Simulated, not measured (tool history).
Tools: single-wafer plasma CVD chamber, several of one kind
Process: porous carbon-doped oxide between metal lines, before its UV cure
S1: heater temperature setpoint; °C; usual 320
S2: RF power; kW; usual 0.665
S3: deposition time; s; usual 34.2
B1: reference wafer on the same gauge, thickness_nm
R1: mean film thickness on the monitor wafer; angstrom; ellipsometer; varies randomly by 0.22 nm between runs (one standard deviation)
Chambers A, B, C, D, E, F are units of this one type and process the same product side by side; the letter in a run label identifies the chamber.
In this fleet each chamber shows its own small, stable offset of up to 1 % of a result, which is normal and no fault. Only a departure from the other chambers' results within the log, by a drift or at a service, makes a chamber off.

run	hour	S1	S2	S3	B1	R1
1A	3.4	320	0.665	34.2	227.08	2001.0
2B	10.8	320	0.665	34.2	226.99	1993.6
# hour 12.4: chamber D: RF generator calibrated
3C	18.5	320	0.665	34.2	227.14	1977.1
4D	23.5	320	0.665	34.2	227.13	1997.3
5F	28.3	320	0.665	34.2	227.13	1997.7
6E	33.1	320	0.665	34.2	227.17	2006.2
7B	38.2	320	0.665	34.2	227.17	1992.4
8C	45.7	320	0.665	34.2	227.21	1984.6
9D	49.9	320	0.625	36.9	227.23	2063.0
10E	53.8	320	0.625	36.9	227.28	2077.6
11F	59.2	320	0.625	36.9	227.34	2063.3
12A	63.8	320	0.625	36.9	227.27	2074.1
13F	70.5	320	0.625	36.9	227.25	2063.8
14A	76.3	320	0.625	36.9	227.37	2074.0
15C	80.3	320	0.665	34.2	227.41	1979.9
16E	85.0	320	0.665	34.2	227.41	2008.6
17D	91.4	320	0.665	36.5	227.40	2125.1
18B	96.5	320	0.665	36.5	227.44	2128.5
19A	101.4	320	0.665	36.5	227.46	2138.5
20B	104.7	320	0.665	36.5	227.47	2124.9
21C	108.8	320	0.665	36.5	227.50	2121.3
22D	112.8	320	0.665	36.5	227.53	2133.1
23E	116.9	320	0.665	34.2	227.55	2016.0
24F	120.6	320	0.665	34.2	227.54	1998.5
25A	127.2	320	0.665	34.2	227.60	2007.9
26E	130.8	307	0.665	34.2	227.53	2158.5
27C	137.3	307	0.665	34.2	227.59	2125.2
28B	143.1	307	0.665	34.2	227.70	2143.9
29D	149.0	307	0.665	34.2	227.67	2144.5
30F	155.7	307	0.665	34.2	227.72	2140.9
31E	159.8	307	0.665	34.2	227.77	2158.7
32A	165.5	320	0.665	34.2	227.69	2012.5
33F	169.5	320	0.665	34.2	227.80	1999.8
34B	174.1	320	0.665	34.2	227.85	2000.7
35D	179.4	320	0.665	29.0	227.83	1709.5
36C	182.8	320	0.665	29.0	227.81	1693.3
37D	189.9	320	0.665	29.0	227.88	1707.8
38A	193.9	320	0.665	29.0	227.91	1715.8
39E	201.1	320	0.665	29.0	227.91	1719.0
40F	207.6	320	0.665	29.0	227.99	1701.5
# hour 208.5: chamber C: thermocouple changed; heater temperature recalibrated
41B	212.8	320	0.665	34.2	227.91	2004.4
42C	219.1	325	0.665	30.4	227.98	1730.7
43E	223.4	325	0.665	30.4	227.92	1753.4

The same settings go to every chamber for the next run, one line per chamber below. Forecast the results for each:
44A	229.0	320	0.665	34.2		?
44B	229.0	320	0.665	34.2		?
44C	229.0	320	0.665	34.2		?
44D	229.0	320	0.665	34.2		?
44E	229.0	320	0.665	34.2		?
44F	229.0	320	0.665	34.2		?

run	R1
44A	2008.5
44B	2002.2
44C	1986.3
44D	2007.4
44E	2017.2
44F	2002.6
